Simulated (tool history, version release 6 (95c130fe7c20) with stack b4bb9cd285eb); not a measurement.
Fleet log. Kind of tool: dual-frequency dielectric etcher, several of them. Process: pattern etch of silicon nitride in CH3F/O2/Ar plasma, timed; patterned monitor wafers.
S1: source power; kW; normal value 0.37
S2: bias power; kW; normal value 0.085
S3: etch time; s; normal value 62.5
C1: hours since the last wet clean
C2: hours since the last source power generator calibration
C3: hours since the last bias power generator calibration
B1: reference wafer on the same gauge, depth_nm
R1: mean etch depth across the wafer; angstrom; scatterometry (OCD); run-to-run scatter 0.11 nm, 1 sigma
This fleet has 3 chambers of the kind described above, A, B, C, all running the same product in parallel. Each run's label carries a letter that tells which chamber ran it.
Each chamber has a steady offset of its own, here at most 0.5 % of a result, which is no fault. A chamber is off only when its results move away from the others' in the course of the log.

run 1A hour=3.1 | S1=0.37 S2=0.085 S3=62.5 | C1=171.4 C2=666.9 C3=1183.3 | B1=39.704 | R1=450.4
run 2C hour=5.9 | S1=0.37 S2=0.085 S3=62.5 | C1=323.1 C2=3294.8 C3=2582.6 | B1=39.713 | R1=448.43
run 3B hour=11.3 | S1=0.37 S2=0.085 S3=62.5 | C1=337.1 C2=3662.9 C3=1698.1 | B1=39.7 | R1=450.68
run 4C hour=14.6 | S1=0.37 S2=0.085 S3=62.5 | C1=331.8 C2=3303.5 C3=2591.3 | B1=39.71 | R1=449.33
run 5B hour=20.2 | S1=0.37 S2=0.085 S3=62.5 | C1=346 C2=3671.8 C3=1707 | B1=39.712 | R1=452.48
run 6A hour=24 | S1=0.37 S2=0.085 S3=62.5 | C1=192.3 C2=687.8 C3=1204.2 | B1=39.708 | R1=449.41
-- hour=28.2 chamber B: wet clean of the chamber
run 7C hour=28.2 | S1=0.37 S2=0.085 S3=62.5 | C1=345.4 C2=3317.1 C3=2604.9 | B1=39.697 | R1=448.78
run 8A hour=32 | S1=0.37 S2=0.104 S3=73.5 | C1=200.3 C2=695.8 C3=1212.2 | B1=39.712 | R1=568.57
run 9B hour=36.2 | S1=0.37 S2=0.104 S3=73.5 | C1=8 C2=3687.8 C3=1723 | B1=39.689 | R1=553.19
run 10B hour=41.7 | S1=0.37 S2=0.104 S3=73.5 | C1=13.5 C2=3693.3 C3=1728.5 | B1=39.715 | R1=551.78
run 11A hour=45.3 | S1=0.37 S2=0.085 S3=62.5 | C1=213.6 C2=709.1 C3=1225.5 | B1=39.673 | R1=448.95
-- hour=48.9 chamber B: bias power generator calibrated
run 12C hour=50 | S1=0.37 S2=0.085 S3=62.5 | C1=367.2 C2=3338.9 C3=2626.7 | B1=39.718 | R1=448.42
run 13C hour=53.1 | S1=0.37 S2=0.085 S3=62.5 | C1=370.3 C2=3342 C3=2629.8 | B1=39.712 | R1=450.58
run 14A hour=57.2 | S1=0.37 S2=0.085 S3=62.5 | C1=225.5 C2=721 C3=1237.4 | B1=39.733 | R1=450.34
run 15B hour=61.2 | S1=0.42 S2=0.085 S3=47.5 | C1=33 C2=3712.8 C3=12.4 | B1=39.698 | R1=349.82
run 16A hour=65.5 | S1=0.42 S2=0.085 S3=47.5 | C1=233.8 C2=729.3 C3=1245.7 | B1=39.725 | R1=357.31
run 17C hour=70.2 | S1=0.42 S2=0.085 S3=47.5 | C1=387.4 C2=3359.1 C3=2646.9 | B1=39.698 | R1=356.98
-- hour=70.8 chamber C: source power generator calibrated
run 18B hour=75.4 | S1=0.37 S2=0.066 S3=51.5 | C1=47.2 C2=3727 C3=26.6 | B1=39.725 | R1=331.02
run 19B hour=80.3 | S1=0.37 S2=0.066 S3=51.5 | C1=52.1 C2=3731.9 C3=31.5 | B1=39.67 | R1=329.97
run 20A hour=84 | S1=0.37 S2=0.066 S3=51.5 | C1=252.3 C2=747.8 C3=1264.2 | B1=39.69 | R1=339.31
run 21C hour=87 | S1=0.37 S2=0.085 S3=62.5 | C1=404.2 C2=16.2 C3=2663.7 | B1=39.711 | R1=449.21

The same settings go to every chamber for the next run, one line per chamber below. Forecast the results for each:
run 22A hour=91.2 | S1=0.37 S2=0.085 S3=62.5 | R1=?
run 22B hour=91.2 | S1=0.37 S2=0.085 S3=62.5 | R1=?
run 22C hour=91.2 | S1=0.37 S2=0.085 S3=62.5 | R1=?

run=22A R1=451.97
run=22B R1=435.68
run=22C R1=450.07

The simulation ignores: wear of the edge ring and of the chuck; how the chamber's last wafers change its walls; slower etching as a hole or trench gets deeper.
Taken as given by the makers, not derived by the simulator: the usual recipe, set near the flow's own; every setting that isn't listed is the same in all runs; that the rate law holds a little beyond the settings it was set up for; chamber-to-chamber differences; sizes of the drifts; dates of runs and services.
